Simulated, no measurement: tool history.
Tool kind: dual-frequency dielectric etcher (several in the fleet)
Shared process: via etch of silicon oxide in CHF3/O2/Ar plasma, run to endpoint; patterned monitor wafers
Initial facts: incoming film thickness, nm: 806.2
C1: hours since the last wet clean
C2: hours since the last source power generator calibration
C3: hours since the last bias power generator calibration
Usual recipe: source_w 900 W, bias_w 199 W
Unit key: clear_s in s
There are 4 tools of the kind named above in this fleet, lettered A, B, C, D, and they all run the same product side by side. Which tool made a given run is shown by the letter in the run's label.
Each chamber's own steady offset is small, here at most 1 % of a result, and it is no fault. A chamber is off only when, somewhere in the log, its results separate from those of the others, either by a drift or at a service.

Run 1B, day 0.417: usual settings; C1 399.2; C2 417.9; C3 870.3. Result: clear_s 333.88 s.
Run 2A, day 0.812: usual settings; C1 306.2; C2 2175.8; C3 2201.9. Result: clear_s 339.2 s.
Run 3C, day 1.204: usual settings; C1 296.1; C2 2537.4; C3 907.4. Result: clear_s 337.49 s.
Run 4D, day 1.625: usual settings; C1 54.4; C2 3508.5; C3 848.6. Result: clear_s 337.71 s.
Run 5D, day 1.904: usual settings; C1 61.1; C2 3515.2; C3 855.3. Result: clear_s 335.05 s.
Run 6B, day 2.254: usual settings; C1 443.3; C2 462; C3 914.4. Result: clear_s 336.09 s.
Run 7A, day 2.504: usual settings; C1 346.8; C2 2216.4; C3 2242.5. Result: clear_s 340.07 s.
Run 8C, day 2.925: usual settings; C1 337.4; C2 2578.7; C3 948.7. Result: clear_s 339.94 s.
Run 9C, day 3.317: usual settings but bias_w 238 W; C1 346.8; C2 2588.1; C3 958.1. Result: clear_s 317.97 s.
Run 10D, day 3.575: usual settings but bias_w 238 W; C1 101.2; C2 3555.3; C3 895.4. Result: clear_s 318.96 s.
Run 11A, day 4.038: usual settings but bias_w 238 W; C1 383.6; C2 2253.2; C3 2279.3. Result: clear_s 318.49 s.
Run 12B, day 4.333: usual settings but bias_w 238 W; C1 493.2; C2 511.9; C3 964.3. Result: clear_s 314.5 s.
Run 13C, day 4.817: usual settings; C1 382.8; C2 2624.1; C3 994.1. Result: clear_s 340.02 s.
Run 14A, day 5.117: usual settings but bias_w 246 W; C1 409.5; C2 2279.1; C3 2305.2. Result: clear_s 316.99 s.
At day 5.558: chamber B: wet clean of the chamber.
Run 15B, day 5.625: usual settings but bias_w 246 W; C1 1.6; C2 542.9; C3 995.3. Result: clear_s 311.12 s.
Run 16D, day 5.904: usual settings but bias_w 246 W; C1 157.1; C2 3611.2; C3 951.3. Result: clear_s 313.62 s.
Run 17C, day 6.438: usual settings but bias_w 246 W; C1 421.7; C2 2663; C3 1033. Result: clear_s 321.75 s.
Run 18B, day 6.788: usual settings; C1 29.5; C2 570.8; C3 1023.2. Result: clear_s 334.85 s.
Run 19D, day 7.233: usual settings; C1 189; C2 3643.1; C3 983.2. Result: clear_s 336.68 s.
Run 20A, day 7.654: usual settings; C1 470.4; C2 2340; C3 2366.1. Result: clear_s 340.4 s.
Run 21C, day 8.179: usual settings; C1 463.5; C2 2704.8; C3 1074.8. Result: clear_s 347.21 s.
Run 22A, day 8.638: usual settings; C1 494; C2 2363.6; C3 2389.7. Result: clear_s 339.93 s.
Run 23D, day 8.9: usual settings; C1 229; C2 3683.1; C3 1023.2. Result: clear_s 336.77 s.
Run 24B, day 9.283: usual settings; C1 89.4; C2 630.7; C3 1083.1. Result: clear_s 334 s.
Run 25B, day 9.696: usual settings; C1 99.3; C2 640.6; C3 1093. Result: clear_s 334.25 s.
Run 26D, day 10.038: usual settings; C1 256.3; C2 3710.4; C3 1050.5. Result: clear_s 338.24 s.
Run 27C, day 10.471: usual settings; C1 518.5; C2 2759.8; C3 1129.8. Result: clear_s 350.41 s.
Run 28A, day 10.946: usual settings; C1 549.4; C2 2419; C3 2445.1. Result: clear_s 339.93 s.

The same settings go to every chamber for the next run, one line per chamber below. Forecast the results for each:
Run 29A, day 11.338: usual settings but source_w 730 W. Result: clear_s ?.
Run 29B, day 11.338: usual settings but source_w 730 W. Result: clear_s ?.
Run 29C, day 11.338: usual settings but source_w 730 W. Result: clear_s ?.
Run 29D, day 11.338: usual settings but source_w 730 W. Result: clear_s ?.

run  clear_s
29A   367.31
29B   364.17
29C   381.95
29D   366.22

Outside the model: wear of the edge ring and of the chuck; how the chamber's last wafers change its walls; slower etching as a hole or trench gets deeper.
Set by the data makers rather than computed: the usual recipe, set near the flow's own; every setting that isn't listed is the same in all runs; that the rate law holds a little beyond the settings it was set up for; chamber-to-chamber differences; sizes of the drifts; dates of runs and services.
